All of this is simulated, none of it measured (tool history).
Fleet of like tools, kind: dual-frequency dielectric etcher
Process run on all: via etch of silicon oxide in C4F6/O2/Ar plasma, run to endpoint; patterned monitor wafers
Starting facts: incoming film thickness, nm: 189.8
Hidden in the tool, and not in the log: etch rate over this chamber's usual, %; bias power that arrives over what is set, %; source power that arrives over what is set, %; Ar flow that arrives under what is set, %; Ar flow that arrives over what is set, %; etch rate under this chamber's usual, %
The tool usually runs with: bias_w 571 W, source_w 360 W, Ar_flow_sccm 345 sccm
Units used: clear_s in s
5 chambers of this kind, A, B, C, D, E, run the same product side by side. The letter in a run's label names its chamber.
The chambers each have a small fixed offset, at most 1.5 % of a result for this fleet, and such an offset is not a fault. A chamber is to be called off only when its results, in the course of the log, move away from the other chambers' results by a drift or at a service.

run   hour  bias_w  source_w  Ar_flow_sccm  hours since the last wet clean  hours since the last bias power generator calibration  hours since the last source power generator calibration  hours since the last Ar flow controller change  clear_s
       8.4  -- chamber C: wet clean of the chamber
 1E   11.5     571       360           345                           212.5                                                  914.7                                                   3629.9                                          2156.7   41.771
 2D   18.8     571       360           345                           325.9                                                  369.6                                                   1270.4                                          4528.7   41.695
 3A   32.3     571       360           345                           409.9                                                 1194.3                                                    794.0                                          1827.1   41.754
 4C   42.8     571       360           345                            34.5                                                  192.1                                                    467.0                                          3512.0   42.462
 5B   56.2     571       360           345                           497.1                                                 1891.6                                                   2123.3                                           403.8   42.249
 6A   63.1     571       360           345                           440.7                                                 1225.1                                                    824.8                                          1857.9   41.697
      64.8  -- chamber D: Ar flow controller replaced
 7C   71.4     571       360           345                            63.1                                                  220.7                                                    495.6                                          3540.6   42.470
 8B   80.4     437       360           345                           521.3                                                 1915.8                                                   2147.5                                           428.0   46.675
 9D   93.7     437       360           345                           400.8                                                  444.5                                                   1345.3                                            28.9   46.364
10E  106.3     437       360           345                           307.3                                                 1009.5                                                   3724.7                                          2251.5   45.982
11A  117.4     437       360           345                           495.0                                                 1279.4                                                    879.1                                          1912.2   46.241
12D  125.9     437       360           345                           433.0                                                  476.7                                                   1377.5                                            61.1   46.461
13C  135.7     571       360           345                           127.4                                                  285.0                                                    559.9                                          3604.9   42.153
14E  143.2     571       360           345                           344.2                                                 1046.4                                                   3761.6                                          2288.4   41.765
     145.3  -- chamber D: wet clean of the chamber
     145.5  -- chamber B: wet clean of the chamber
15B  152.4     571       360           345                             6.9                                                 1987.8                                                   2219.5                                           500.0   42.475
     153.8  -- chamber A: wet clean of the chamber
16C  164.8     571       360           345                           156.5                                                  314.1                                                    589.0                                          3634.0   41.880
17E  171.1     677       360           345                           372.1                                                 1074.3                                                   3789.5                                          2316.3   39.416
18B  183.6     677       360           345                            38.1                                                 2019.0                                                   2250.7                                           531.2   39.546
     190.8  -- chamber C: Ar flow controller replaced
19D  197.4     677       360           345                            52.2                                                  548.2                                                   1449.0                                           132.6   39.154
20A  205.8     677       360           345                            52.0                                                 1367.8                                                    967.5                                          2000.6   38.938
21B  218.3     677       360           345                            72.8                                                 2053.7                                                   2285.4                                           565.9   39.106
22C  230.6     571       360           345                           222.3                                                  379.9                                                    654.8                                            39.8   42.616
23E  243.5     571       360           345                           444.5                                                 1146.7                                                   3861.9                                          2388.7   42.122
24A  252.6     571       360           345                            98.8                                                 1414.6                                                   1014.3                                          2047.4   42.507
25D  264.3     571       360           345                           119.1                                                  615.1                                                   1515.9                                           199.5   41.617
26B  276.2     571       360           345                           130.7                                                 2111.6                                                   2343.3                                           623.8   42.281
     286.9  -- chamber E: wet clean of the chamber
27A  289.2     571       360           345                           135.4                                                 1451.2                                                   1050.9                                          2084.0   41.796
28C  295.3     571       360           345                           287.0                                                  444.6                                                    719.5                                           104.5   41.956
29D  303.4     630       410           345                           158.2                                                  654.2                                                   1555.0                                           238.6   38.178
30E  311.5     630       410           345                            24.6                                                 1214.7                                                   3929.9                                          2456.7   39.978
     318.8  -- chamber E: source power generator calibrated
31D  324.3     630       410           345                           179.1                                                  675.1                                                   1575.9                                           259.5   38.474
32A  331.4     630       410           345                           177.6                                                 1493.4                                                   1093.1                                          2126.2   38.723
33B  338.2     630       410           345                           192.7                                                 2173.6                                                   2405.3                                           685.8   39.177
34C  345.6     571       360           345                           337.3                                                  494.9                                                    769.8                                           154.8   41.875
35E  355.8     571       360           345                            68.9                                                 1259.0                                                     37.0                                          2501.0   43.083
36D  367.1     571       360           345                           221.9                                                  717.9                                                   1618.7                                           302.3   41.823
37B  375.3     527       360           421                           229.8                                                 2210.7                                                   2442.4                                           722.9   44.674
38A  381.4     527       360           421                           227.6                                                 1543.4                                                   1143.1                                          2176.2   43.576
39E  392.3     527       360           421                           105.4                                                 1295.5                                                     73.5                                          2537.5   46.058
40C  404.5     527       360           421                           396.2                                                  553.8                                                    828.7                                           213.7   44.678
41C  411.6     527       360           421                           403.3                                                  560.9                                                    835.8                                           220.8   43.919
42A  423.9     571       360           345                           270.1                                                 1585.9                                                   1185.6                                          2218.7   42.173
43B  434.8     571       360           345                           289.3                                                 2270.2                                                   2501.9                                           782.4   42.076
44E  445.1     571       360           345                           158.2                                                 1348.3                                                    126.3                                          2590.3   43.263

All chambers now run identical settings, listed one chamber a line with results as question marks. What results will each chamber show?
45A  455.0     571       360           401                                                                                                                                                                                                        ?
45B  455.0     571       360           401                                                                                                                                                                                                        ?
45C  455.0     571       360           401                                                                                                                                                                                                        ?
45D  455.0     571       360           401                                                                                                                                                                                                        ?
45E  455.0     571       360           401                                                                                                                                                                                                        ?

run  clear_s
45A   42.431
45B   43.161
45C   43.169
45D   42.438
45E   43.932

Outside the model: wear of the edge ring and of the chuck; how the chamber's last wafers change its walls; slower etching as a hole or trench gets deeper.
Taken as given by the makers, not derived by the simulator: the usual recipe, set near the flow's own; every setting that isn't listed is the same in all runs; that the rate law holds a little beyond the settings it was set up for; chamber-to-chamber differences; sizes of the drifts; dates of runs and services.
